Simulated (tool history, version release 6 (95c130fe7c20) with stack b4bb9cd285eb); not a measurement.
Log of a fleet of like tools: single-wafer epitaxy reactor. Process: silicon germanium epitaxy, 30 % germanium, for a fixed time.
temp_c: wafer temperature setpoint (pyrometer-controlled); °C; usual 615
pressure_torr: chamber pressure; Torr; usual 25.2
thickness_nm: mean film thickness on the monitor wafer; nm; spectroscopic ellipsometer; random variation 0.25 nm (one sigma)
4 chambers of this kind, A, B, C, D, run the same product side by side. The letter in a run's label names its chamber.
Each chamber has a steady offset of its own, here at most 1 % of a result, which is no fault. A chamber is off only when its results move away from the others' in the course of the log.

run   hour  temp_c  pressure_torr  read-back reference wafer on the same gauge, thickness_nm  thickness_nm
 1C    7.5     615           25.2                                                     71.449        84.391
 2D   14.9     615           25.2                                                     71.411        84.815
      15.2  -- chamber A: pyrometer calibrated
 3A   22.3     615           25.2                                                     71.408        84.697
 4B   33.5     615           25.2                                                     71.425        84.062
 5D   41.1     615           25.2                                                     71.419        84.801
 6A   52.1     615           25.2                                                     71.403        84.256
      53.4  -- chamber C: capacitance manometer re-zeroed and calibrated
 7B   61.9     615           19.4                                                       71.4        75.465
 8C   66.9     615           19.4                                                     71.441        76.652
 9D     73     615           19.4                                                     71.361        76.634
10A   79.1     615           19.4                                                     71.395         76.16
11C   87.5     615           25.2                                                     71.489        84.835
12B   97.6     615           25.2                                                     71.379        84.031
13D  107.8     622           25.2                                                     71.399        95.117
14A  113.2     622           25.2                                                     71.379        94.936
15C  121.7     622           25.2                                                      71.38        95.072
16B  129.9     622           25.2                                                     71.374        94.081
17C  135.5     615           25.2                                                     71.396         84.15
18B  145.7     615           25.2                                                     71.402        82.861
19A  155.3     615           25.2                                                     71.373        84.876
20D  163.1     615           25.2                                                     71.445        84.526
     164.1  -- chamber A: capacitance manometer re-zeroed and calibrated
21D    169     602           28.7                                                     71.426        70.607
22C  176.8     602           28.7                                                     71.389          70.5
23B    182     602           28.7                                                     71.414         68.67
24A  191.6     602           28.7                                                     71.425        70.477
25D  200.5     615           25.2                                                     71.364        84.696
26B    211     615           25.2                                                     71.374        82.067
27C  216.5     615           25.2                                                     71.443        84.409
28A  227.1     615           25.2                                                     71.401        84.011
29D  234.2     615           25.2                                                      71.43        84.451
30C  240.3     615           25.2                                                     71.381        84.426
31B  245.5     615           25.2                                                     71.341        80.849

All 4 chambers run these settings next. Forecast each chamber's results:
32A  253.7     609           25.2                                                                        ?
32B  253.7     609           25.2                                                                        ?
32C  253.7     609           25.2                                                                        ?
32D  253.7     609           25.2                                                                        ?

run  thickness_nm
32A        76.046
32B        73.043
32C        76.022
32D        76.127

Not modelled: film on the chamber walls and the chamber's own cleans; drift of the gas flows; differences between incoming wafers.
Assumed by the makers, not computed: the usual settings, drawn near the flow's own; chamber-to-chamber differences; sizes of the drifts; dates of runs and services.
